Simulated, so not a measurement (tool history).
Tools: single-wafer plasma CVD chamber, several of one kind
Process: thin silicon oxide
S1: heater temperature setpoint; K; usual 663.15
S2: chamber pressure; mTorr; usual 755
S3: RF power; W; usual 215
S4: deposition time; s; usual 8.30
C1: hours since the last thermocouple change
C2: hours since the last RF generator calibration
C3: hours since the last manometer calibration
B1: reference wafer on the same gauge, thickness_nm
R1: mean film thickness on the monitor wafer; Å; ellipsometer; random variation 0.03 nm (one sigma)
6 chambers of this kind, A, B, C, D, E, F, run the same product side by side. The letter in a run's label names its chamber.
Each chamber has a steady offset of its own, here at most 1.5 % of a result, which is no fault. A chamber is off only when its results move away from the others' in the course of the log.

run   hour      S1   S2   S3    S4      C1      C2      C3      B1      R1
 1D    4.3  663.15  755  215  8.30   612.3   493.8  1783.8  10.504  125.34
 2F    8.5  663.15  755  215  8.30  2000.0   938.6  1023.2  10.504  124.55
 3C   14.4  663.15  755  215  8.30   648.9  1063.4  1836.1  10.503  125.55
 4E   19.1  663.15  755  215  8.30  2274.7  1657.9  1918.8  10.499  124.16
 5A   21.9  663.15  755  215  8.30  1558.0  1248.2  1610.0  10.502  124.65
 6B   27.0  663.15  755  215  8.30   273.4    61.9   161.2  10.490  126.74
 7E   30.2  663.15  755  215  8.30  2285.8  1669.0  1929.9  10.500  124.07
      33.9  -- chamber E: thermocouple changed; heater temperature recalibrated
 8F   34.4  663.15  755  215  8.30  2025.9   964.5  1049.1  10.501  124.96
 9A   39.8  663.15  755  215  8.30  1575.9  1266.1  1627.9  10.502  124.58
10C   44.2  663.15  755  215  8.30   678.7  1093.2  1865.9  10.501  125.53
11D   47.7  663.15  640  215  8.30   655.7   537.2  1827.2  10.495  105.14
12B   51.6  663.15  640  215  8.30   298.0    86.5   185.8  10.503  106.80
13A   57.3  663.15  640  215  8.30  1593.4  1283.6  1645.4  10.505  105.57
14F   63.0  663.15  640  215  8.30  2054.5   993.1  1077.7  10.500  104.67
15B   67.6  663.15  640  215  8.30   314.0   102.5   201.8  10.505  106.27
16D   70.3  663.15  640  215  8.30   678.3   559.8  1849.8  10.497  105.07
      70.4  -- chamber D: capacitance manometer re-zeroed and calibrated
17E   75.2  663.15  755  215  8.30    41.3  1714.0  1974.9  10.498  123.85
18C   77.8  663.15  755  215  8.30   712.3  1126.8  1899.5  10.496  125.05
19F   81.2  663.15  755  215  8.30  2072.7  1011.3  1095.9  10.497  124.97
20A   84.6  663.15  755  215  8.30  1620.7  1310.9  1672.7  10.497  125.44
21D   88.5  663.15  755  215  8.30   696.5   578.0    18.1  10.497  127.53
22C   92.5  663.15  755  215  8.30   727.0  1141.5  1914.2  10.502  125.20
23B   97.7  663.15  755  215  8.30   344.1   132.6   231.9  10.502  126.45
24E  100.9  663.15  699  215  8.30    67.0  1739.7  2000.6  10.500  115.17
25B  104.8  663.15  699  215  8.30   351.2   139.7   239.0  10.500  117.74
26C  110.4  663.15  699  215  8.30   744.9  1159.4  1932.1  10.492  115.65
27D  113.6  663.15  699  215  8.30   721.6   603.1    43.2  10.506  117.97
28A  117.0  663.15  699  215  8.30  1653.1  1343.3  1705.1  10.500  115.65
29F  121.4  663.15  699  215  8.30  2112.9  1051.5  1136.1  10.496  115.78
30E  125.2  663.15  755  215  8.30    91.3  1764.0  2024.9  10.504  124.29
31F  129.6  663.15  755  215  8.30  2121.1  1059.7  1144.3  10.499  124.73
32C  133.7  663.15  755  215  8.30   768.2  1182.7  1955.4  10.502  125.63
33E  138.3  663.15  755  215  8.30   104.4  1777.1  2038.0  10.501  124.56
34D  141.0  663.15  755  215  8.30   749.0   630.5    70.6  10.506  126.98
35B  145.6  663.15  755  215  8.30   392.0   180.5   279.8  10.501  127.07
36A  151.4  663.15  755  215  8.30  1687.5  1377.7  1739.5  10.507  125.16
37D  154.8  663.15  755  215  8.30   762.8   644.3    84.4  10.495  128.03
38A  159.0  663.15  755  215  8.30  1695.1  1385.3  1747.1  10.495  125.63
39B  162.9  663.15  755  215  8.30   409.3   197.8   297.1  10.497  126.76
40C  167.3  663.15  755  215  8.30   801.8  1216.3  1989.0  10.495  125.52

What goes on in this fleet: one chamber off, a drifting gauge, or nothing beyond the chambers' own small offsets? Name the chamber and the cause, if any.

A service left chamber D off against the others.
Cause: true pressure above the setpoint (%) = 2.19.

Here are 4 candidates for chamber D's next run, each the usual settings with a change, their results left as question marks. Which one brings its results back in line with what the others give on the usual settings?
In line means no further than this from the other chambers' mean on the usual settings: R1 1.10 Å
41D-1  171.6  663.15  755  210  8.09                   ?
41D-2  171.6  663.15  772  215  8.42                   ?
41D-3  171.6  663.15  746  215  8.24                   ?
41D-4  171.6  663.15  764  215  8.36                   ?

The other chambers' mean on the usual settings: R1 125.21 Å
  run      R1
41D-1  123.16
41D-2  132.45
41D-3  125.39
41D-4  130.18
41D-3 brings the chamber back in line.
